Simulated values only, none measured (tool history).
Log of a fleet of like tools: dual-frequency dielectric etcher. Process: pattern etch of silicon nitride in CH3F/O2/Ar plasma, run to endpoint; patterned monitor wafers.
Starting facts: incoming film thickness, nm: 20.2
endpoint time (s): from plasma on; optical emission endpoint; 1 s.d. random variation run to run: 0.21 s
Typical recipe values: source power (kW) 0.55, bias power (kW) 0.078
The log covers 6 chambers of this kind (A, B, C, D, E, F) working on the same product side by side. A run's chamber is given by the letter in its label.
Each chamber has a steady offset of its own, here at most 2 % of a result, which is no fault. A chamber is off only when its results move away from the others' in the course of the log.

| run | hour | source power (kW) | bias power (kW) | endpoint time (s) |
|---|---|---|---|---|
| 1B | 10 | 0.55 | 0.078 | 25.36 |
| 2E | 16 | 0.55 | 0.078 | 25.387 |
| 3D | 22.6 | 0.55 | 0.078 | 25.213 |
| 4A | 33 | 0.55 | 0.078 | 25.056 |
| 5C | 41.4 | 0.55 | 0.078 | 25.758 |
| 6F | 46.8 | 0.55 | 0.078 | 25.014 |
| 7F | 51.6 | 0.55 | 0.078 | 24.746 |
| 8A | 58.5 | 0.55 | 0.059 | 28.015 |
| 9B | 63.7 | 0.55 | 0.059 | 27.812 |
| 10E | 68.9 | 0.55 | 0.059 | 28.143 |
| 11D | 76 | 0.55 | 0.059 | 27.482 |
| 12C | 83.2 | 0.55 | 0.059 | 28.354 |
| 13A | 89.8 | 0.55 | 0.059 | 27.62 |
|  | 96.6 | chamber A: bias power generator calibrated |
| 14E | 98 | 0.55 | 0.078 | 25.55 |
| 15F | 104.6 | 0.55 | 0.078 | 25.005 |
|  | 105.3 | chamber D: wet clean of the chamber |
| 16D | 114 | 0.55 | 0.078 | 25.273 |
|  | 121 | chamber E: wet clean of the chamber |
| 17C | 124.2 | 0.55 | 0.07 | 26.4 |
| 18B | 131.8 | 0.55 | 0.07 | 26.074 |
| 19B | 141.5 | 0.55 | 0.07 | 26.293 |
| 20F | 151.6 | 0.55 | 0.07 | 26.185 |
|  | 155.4 | chamber B: wet clean of the chamber |
| 21E | 160.8 | 0.55 | 0.07 | 26.418 |
| 22D | 165.6 | 0.55 | 0.07 | 25.661 |
| 23C | 173.4 | 0.55 | 0.078 | 26.018 |
| 24A | 178.2 | 0.67 | 0.068 | 24.387 |
| 25B | 185.7 | 0.67 | 0.068 | 24.383 |
|  | 190.1 | chamber F: wet clean of the chamber |
| 26E | 192.4 | 0.67 | 0.068 | 24.475 |
| 27D | 200.5 | 0.67 | 0.068 | 24.296 |
| 28A | 206.2 | 0.67 | 0.068 | 24.438 |
| 29C | 215.8 | 0.67 | 0.068 | 24.667 |
| 30F | 224.9 | 0.55 | 0.078 | 25.001 |
| 31A | 235.5 | 0.55 | 0.078 | 24.762 |
|  | 238.6 | chamber C: bias power generator calibrated |
|  | 240.6 | chamber E: bias power generator calibrated |
| 32F | 245.7 | 0.55 | 0.078 | 25.084 |
| 33B | 254.2 | 0.55 | 0.078 | 25.223 |
| 34E | 264.1 | 0.55 | 0.078 | 25.516 |
| 35D | 272.7 | 0.55 | 0.078 | 25.437 |
| 36C | 283.1 | 0.66 | 0.065 | 25.589 |
| 37A | 292.2 | 0.66 | 0.065 | 24.746 |
| 38B | 303 | 0.66 | 0.065 | 25.124 |
| 39F | 313.3 | 0.66 | 0.065 | 24.738 |

Does one chamber stand apart from the rest, does the shared gauge drift, or is all well apart from small per-chamber offsets? Give the chamber and the most likely cause, where there is one.

No chamber stands off beyond its own small offset, and the gauge holds steady.
